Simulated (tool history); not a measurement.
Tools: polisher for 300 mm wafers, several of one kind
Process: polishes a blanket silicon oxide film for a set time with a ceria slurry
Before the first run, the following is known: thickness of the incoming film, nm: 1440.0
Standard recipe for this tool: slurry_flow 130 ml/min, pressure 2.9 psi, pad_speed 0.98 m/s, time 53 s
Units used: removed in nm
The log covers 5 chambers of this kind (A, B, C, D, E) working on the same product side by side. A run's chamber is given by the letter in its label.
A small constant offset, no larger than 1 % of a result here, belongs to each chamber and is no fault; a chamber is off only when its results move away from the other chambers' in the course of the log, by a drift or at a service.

run,hour,slurry_flow,pressure,pad_speed,time,removed
# hour 3.3: chamber D: head pressure recalibrated
# hour 3.6: chamber C: worn pad replaced by a new one
1A,4.4,130,2.9,0.98,53,233.66
2C,10.8,130,2.9,0.98,53,233.28
3D,17.6,130,2.9,0.98,53,232.65
# hour 20.3: chamber A: worn pad replaced by a new one
4E,23.8,130,2.9,0.98,53,232.77
# hour 27.4: chamber D: worn pad replaced by a new one
5B,27.6,130,2.9,0.98,53,240.04
# hour 28.6: chamber B: worn pad replaced by a new one
6E,31.1,130,2.9,0.98,53,235.20
7B,37.5,130,2.9,0.98,64,280.63
8C,41.5,130,2.9,0.98,64,278.71
9D,48.9,130,2.9,0.98,64,278.64
10A,55.0,130,2.9,0.98,64,282.06
11B,59.0,130,2.9,0.98,64,287.11
# hour 61.0: chamber D: slurry nozzle cleaned
12E,65.9,130,2.9,0.98,53,234.75
13C,70.6,130,2.9,0.98,69,305.47
14A,73.8,130,2.9,0.98,69,305.47
# hour 74.5: chamber E: worn pad replaced by a new one
15D,79.3,130,2.9,0.98,69,300.09
# hour 81.7: chamber E: slurry nozzle cleaned
# hour 83.5: chamber C: worn pad replaced by a new one
# hour 83.6: chamber D: worn pad replaced by a new one
16E,86.2,130,2.9,0.98,69,304.77
17B,90.7,130,2.9,0.98,69,305.63
18C,97.2,130,2.9,0.98,53,236.66
# hour 99.7: chamber B: worn pad replaced by a new one
19D,101.7,130,2.9,0.98,53,235.47
20A,105.2,130,2.9,0.98,53,226.51
21D,109.4,130,2.9,0.98,53,232.98
22C,114.3,130,2.9,0.98,53,229.32
23A,119.5,130,2.9,0.98,53,229.68
# hour 124.9: chamber A: worn pad replaced by a new one
24E,125.5,130,2.9,0.98,53,236.25
25B,131.6,130,2.9,0.98,53,230.05
26A,135.8,130,2.9,0.98,53,236.69
27E,142.1,130,2.9,0.98,53,234.96
# hour 142.7: chamber D: worn pad replaced by a new one
28C,146.7,130,2.9,0.98,53,235.56
29B,151.2,130,2.9,0.98,53,235.64
30D,156.2,130,2.9,0.98,53,230.99
31B,160.2,130,2.9,0.98,53,235.48
32D,165.4,130,2.9,0.98,53,237.12
33C,169.1,100,2.9,0.98,53,220.40

Each of the 5 chambers runs these same settings next. Fill in every chamber's results:
34A,174.3,130,2.9,0.86,53,?
34B,174.3,130,2.9,0.86,53,?
34C,174.3,130,2.9,0.86,53,?
34D,174.3,130,2.9,0.86,53,?
34E,174.3,130,2.9,0.86,53,?

run,removed
34A,201.52
34B,206.03
34C,205.52
34D,205.52
34E,199.89
